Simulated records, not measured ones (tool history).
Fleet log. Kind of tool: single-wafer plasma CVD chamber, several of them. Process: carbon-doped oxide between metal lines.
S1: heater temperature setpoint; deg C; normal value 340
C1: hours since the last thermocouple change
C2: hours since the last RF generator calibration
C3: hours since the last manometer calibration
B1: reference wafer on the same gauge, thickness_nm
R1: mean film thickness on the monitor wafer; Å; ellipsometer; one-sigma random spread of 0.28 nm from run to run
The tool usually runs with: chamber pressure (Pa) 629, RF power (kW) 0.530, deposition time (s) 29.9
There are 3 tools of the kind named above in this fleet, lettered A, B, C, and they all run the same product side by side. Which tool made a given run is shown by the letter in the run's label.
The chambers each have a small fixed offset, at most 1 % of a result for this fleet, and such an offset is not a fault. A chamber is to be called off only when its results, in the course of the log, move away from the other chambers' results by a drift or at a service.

{"run": "1A", "hour": 13.1, "S1": 340, "chamber pressure (Pa)": 629, "RF power (kW)": 0.53, "deposition time (s)": 29.9, "C1": 1046.7, "C2": 1079.4, "C3": 840.1, "B1": 141.0, "R1": 1615.9}
{"run": "2C", "hour": 23.4, "S1": 340, "chamber pressure (Pa)": 629, "RF power (kW)": 0.53, "deposition time (s)": 29.9, "C1": 1214.9, "C2": 2038.7, "C3": 907.3, "B1": 141.04, "R1": 1623.1}
{"run": "3B", "hour": 33.5, "S1": 340, "chamber pressure (Pa)": 629, "RF power (kW)": 0.53, "deposition time (s)": 29.9, "C1": 36.2, "C2": 307.7, "C3": 117.8, "B1": 141.08, "R1": 1620.0}
{"run": "4B", "hour": 45.5, "S1": 340, "chamber pressure (Pa)": 629, "RF power (kW)": 0.53, "deposition time (s)": 29.9, "C1": 48.2, "C2": 319.7, "C3": 129.8, "B1": 141.08, "R1": 1619.5}
{"run": "5A", "hour": 54.9, "S1": 340, "chamber pressure (Pa)": 629, "RF power (kW)": 0.53, "deposition time (s)": 29.9, "C1": 1088.5, "C2": 1121.2, "C3": 881.9, "B1": 141.12, "R1": 1612.8}
{"run": "6C", "hour": 64.0, "S1": 346, "chamber pressure (Pa)": 629, "RF power (kW)": 0.53, "deposition time (s)": 29.9, "C1": 1255.5, "C2": 2079.3, "C3": 947.9, "B1": 141.17, "R1": 1602.1}
{"run": "7C", "hour": 74.9, "S1": 346, "chamber pressure (Pa)": 629, "RF power (kW)": 0.53, "deposition time (s)": 29.9, "C1": 1266.4, "C2": 2090.2, "C3": 958.8, "B1": 141.14, "R1": 1603.3}
{"run": "8A", "hour": 85.2, "S1": 346, "chamber pressure (Pa)": 629, "RF power (kW)": 0.53, "deposition time (s)": 29.9, "C1": 1118.8, "C2": 1151.5, "C3": 912.2, "B1": 141.15, "R1": 1586.1}
{"run": "9B", "hour": 95.4, "S1": 340, "chamber pressure (Pa)": 629, "RF power (kW)": 0.53, "deposition time (s)": 29.9, "C1": 98.1, "C2": 369.6, "C3": 179.7, "B1": 141.26, "R1": 1628.1}
{"run": "10C", "hour": 107.2, "S1": 340, "chamber pressure (Pa)": 629, "RF power (kW)": 0.53, "deposition time (s)": 29.9, "C1": 1298.7, "C2": 2122.5, "C3": 991.1, "B1": 141.24, "R1": 1633.3}
{"run": "11A", "hour": 117.6, "S1": 340, "chamber pressure (Pa)": 629, "RF power (kW)": 0.53, "deposition time (s)": 29.9, "C1": 1151.2, "C2": 1183.9, "C3": 944.6, "B1": 141.3, "R1": 1615.6}
{"run": "12B", "hour": 124.9, "S1": 340, "chamber pressure (Pa)": 629, "RF power (kW)": 0.53, "deposition time (s)": 29.9, "C1": 127.6, "C2": 399.1, "C3": 209.2, "B1": 141.29, "R1": 1625.7}
{"run": "13B", "hour": 132.1, "S1": 340, "chamber pressure (Pa)": 629, "RF power (kW)": 0.53, "deposition time (s)": 29.9, "C1": 134.8, "C2": 406.3, "C3": 216.4, "B1": 141.27, "R1": 1624.6}
{"run": "14A", "hour": 146.4, "S1": 340, "chamber pressure (Pa)": 629, "RF power (kW)": 0.53, "deposition time (s)": 29.9, "C1": 1180.0, "C2": 1212.7, "C3": 973.4, "B1": 141.38, "R1": 1621.2}
{"run": "15C", "hour": 154.5, "S1": 340, "chamber pressure (Pa)": 629, "RF power (kW)": 0.53, "deposition time (s)": 29.9, "C1": 1346.0, "C2": 2169.8, "C3": 1038.4, "B1": 141.34, "R1": 1627.1}
{"run": "16B", "hour": 168.1, "S1": 353, "chamber pressure (Pa)": 629, "RF power (kW)": 0.53, "deposition time (s)": 29.9, "C1": 170.8, "C2": 442.3, "C3": 252.4, "B1": 141.43, "R1": 1566.4}
{"run": "17C", "hour": 175.2, "S1": 353, "chamber pressure (Pa)": 629, "RF power (kW)": 0.53, "deposition time (s)": 29.9, "C1": 1366.7, "C2": 2190.5, "C3": 1059.1, "B1": 141.42, "R1": 1574.0}
{"run": "18A", "hour": 185.5, "S1": 353, "chamber pressure (Pa)": 629, "RF power (kW)": 0.53, "deposition time (s)": 29.9, "C1": 1219.1, "C2": 1251.8, "C3": 1012.5, "B1": 141.53, "R1": 1561.4}
{"run": "19A", "hour": 196.0, "S1": 340, "chamber pressure (Pa)": 629, "RF power (kW)": 0.53, "deposition time (s)": 29.9, "C1": 1229.6, "C2": 1262.3, "C3": 1023.0, "B1": 141.52, "R1": 1617.5}
{"run": "20C", "hour": 209.2, "S1": 340, "chamber pressure (Pa)": 629, "RF power (kW)": 0.53, "deposition time (s)": 29.9, "C1": 1400.7, "C2": 2224.5, "C3": 1093.1, "B1": 141.49, "R1": 1632.2}
{"run": "21B", "hour": 218.2, "S1": 340, "chamber pressure (Pa)": 629, "RF power (kW)": 0.53, "deposition time (s)": 29.9, "C1": 220.9, "C2": 492.4, "C3": 302.5, "B1": 141.63, "R1": 1626.4}
{"run": "22B", "hour": 229.4, "S1": 340, "chamber pressure (Pa)": 629, "RF power (kW)": 0.53, "deposition time (s)": 29.9, "C1": 232.1, "C2": 503.6, "C3": 313.7, "B1": 141.61, "R1": 1625.0}
{"run": "23C", "hour": 239.4, "S1": 340, "chamber pressure (Pa)": 629, "RF power (kW)": 0.53, "deposition time (s)": 29.9, "C1": 1430.9, "C2": 2254.7, "C3": 1123.3, "B1": 141.61, "R1": 1634.9}
{"hour": 247.6, "done": "chamber A: RF generator calibrated"}
{"run": "24A", "hour": 252.0, "S1": 340, "chamber pressure (Pa)": 629, "RF power (kW)": 0.53, "deposition time (s)": 29.9, "C1": 1285.6, "C2": 4.4, "C3": 1079.0, "B1": 141.56, "R1": 1622.6}
{"run": "25B", "hour": 263.9, "S1": 340, "chamber pressure (Pa)": 629, "RF power (kW)": 0.53, "deposition time (s)": 29.9, "C1": 266.6, "C2": 538.1, "C3": 348.2, "B1": 141.62, "R1": 1624.8}
{"run": "26C", "hour": 274.3, "S1": 340, "chamber pressure (Pa)": 629, "RF power (kW)": 0.53, "deposition time (s)": 29.9, "C1": 1465.8, "C2": 2289.6, "C3": 1158.2, "B1": 141.66, "R1": 1629.9}
{"run": "27A", "hour": 289.4, "S1": 340, "chamber pressure (Pa)": 629, "RF power (kW)": 0.53, "deposition time (s)": 29.9, "C1": 1323.0, "C2": 41.8, "C3": 1116.4, "B1": 141.82, "R1": 1625.1}
{"run": "28B", "hour": 298.8, "S1": 340, "chamber pressure (Pa)": 629, "RF power (kW)": 0.53, "deposition time (s)": 29.9, "C1": 301.5, "C2": 573.0, "C3": 383.1, "B1": 141.79, "R1": 1631.2}
{"hour": 305.2, "done": "chamber A: capacitance manometer re-zeroed and calibrated"}
{"run": "29A", "hour": 312.9, "S1": 340, "chamber pressure (Pa)": 629, "RF power (kW)": 0.53, "deposition time (s)": 29.9, "C1": 1346.5, "C2": 65.3, "C3": 7.7, "B1": 141.83, "R1": 1622.8}
{"hour": 314.0, "done": "chamber C: RF generator calibrated"}
{"run": "30C", "hour": 322.2, "S1": 340, "chamber pressure (Pa)": 629, "RF power (kW)": 0.53, "deposition time (s)": 29.9, "C1": 1513.7, "C2": 8.3, "C3": 1206.1, "B1": 141.84, "R1": 1635.2}
{"run": "31C", "hour": 331.5, "S1": 340, "chamber pressure (Pa)": 629, "RF power (kW)": 0.53, "deposition time (s)": 29.9, "C1": 1523.0, "C2": 17.6, "C3": 1215.4, "B1": 141.87, "R1": 1634.1}
{"run": "32B", "hour": 344.7, "S1": 340, "chamber pressure (Pa)": 629, "RF power (kW)": 0.53, "deposition time (s)": 29.9, "C1": 347.4, "C2": 618.9, "C3": 429.0, "B1": 141.86, "R1": 1636.6}
{"run": "33A", "hour": 354.7, "S1": 340, "chamber pressure (Pa)": 629, "RF power (kW)": 0.53, "deposition time (s)": 29.9, "C1": 1388.3, "C2": 107.1, "C3": 49.5, "B1": 141.91, "R1": 1626.9}
{"run": "34B", "hour": 368.8, "S1": 340, "chamber pressure (Pa)": 629, "RF power (kW)": 0.53, "deposition time (s)": 29.9, "C1": 371.5, "C2": 643.0, "C3": 453.1, "B1": 141.93, "R1": 1632.1}
{"run": "35C", "hour": 380.2, "S1": 340, "chamber pressure (Pa)": 629, "RF power (kW)": 0.53, "deposition time (s)": 29.9, "C1": 1571.7, "C2": 66.3, "C3": 1264.1, "B1": 141.98, "R1": 1637.9}

Is one chamber off against the others, does the gauge drift, or is nothing wrong? If a chamber is off, say which, and what the likeliest cause is.

Every chamber seems to shift together because the gauge that measures them all drifts; the chambers themselves are fine.
Most likely cause: gauge reads high (%) = 0.705.

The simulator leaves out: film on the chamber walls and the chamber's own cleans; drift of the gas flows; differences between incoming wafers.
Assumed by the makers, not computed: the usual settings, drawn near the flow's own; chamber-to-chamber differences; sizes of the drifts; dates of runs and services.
